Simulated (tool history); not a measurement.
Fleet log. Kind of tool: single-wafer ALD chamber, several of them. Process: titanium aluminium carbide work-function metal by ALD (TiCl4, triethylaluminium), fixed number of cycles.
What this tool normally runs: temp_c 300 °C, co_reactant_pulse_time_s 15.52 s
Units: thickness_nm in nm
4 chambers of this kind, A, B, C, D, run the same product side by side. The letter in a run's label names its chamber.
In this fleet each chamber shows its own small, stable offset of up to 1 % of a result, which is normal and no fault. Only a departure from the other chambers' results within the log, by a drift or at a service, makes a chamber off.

run	hour	temp_c	co_reactant_pulse_time_s	read-back reference wafer on the same gauge, thickness_nm	thickness_nm
1C	5.3	300	15.52	2.39	2.0517
2B	11.5	300	15.52	2.3899	2.0403
3A	15.3	300	15.52	2.3891	2.0608
4D	22.3	300	15.52	2.3919	2.0402
# hour 29: chamber B: thermocouple changed; heater temperature recalibrated
5B	30.1	300	15.52	2.391	2.0517
6C	34.6	300	15.52	2.3896	2.0557
7D	41	300	15.52	2.3919	2.0404
8A	46.1	300	15.52	2.3907	2.0585
9A	51.1	300	15.52	2.3905	2.061
10D	58.9	300	15.52	2.3895	2.0471
11C	64.2	314	19.18	2.3889	2.1904
12B	71.7	314	19.18	2.3893	2.1786
13C	76.3	314	19.18	2.3903	2.1843
14D	80.6	314	19.18	2.3904	2.1744
15A	87.8	300	15.52	2.3897	2.0525
16B	94.3	300	15.52	2.3897	2.0364
17D	100.3	300	15.52	2.3912	2.0375
18B	104.8	300	15.52	2.3898	2.0431
19A	110.8	300	15.52	2.3898	2.0584
20C	118.3	300	15.52	2.3905	2.0495
21C	122.9	300	15.52	2.3897	2.0536
22D	127.6	300	15.52	2.3898	2.0324
23A	133	300	15.52	2.3902	2.0634
24B	141	300	15.52	2.3907	2.0417
25B	145.5	300	15.52	2.3915	2.0481
26D	151.6	300	15.52	2.3907	2.0347
27A	159.3	300	15.52	2.3892	2.0635
28C	166.3	300	15.52	2.3897	2.0503
29A	173.2	300	15.52	2.3899	2.0583
30D	178.3	300	15.52	2.3892	2.0278
31B	186.1	300	15.52	2.3889	2.0416
32C	191.2	300	15.52	2.3898	2.0526
33A	195.7	300	15.52	2.3904	2.0652
34C	199.7	300	15.52	2.3902	2.0551
35D	204.4	313	18.56	2.3891	2.1614
36B	211.6	313	18.56	2.3895	2.1742
37B	218.1	313	18.56	2.3887	2.1718
38A	224.4	313	18.56	2.3911	2.1822
39D	231.4	300	15.52	2.3891	2.016

Next, every chamber runs the same settings. What will each give?
40A	237.2	292	15.52		?
40B	237.2	292	15.52		?
40C	237.2	292	15.52		?
40D	237.2	292	15.52		?

run	thickness_nm
40A	1.9875
40B	1.9744
40C	1.9812
40D	1.9414
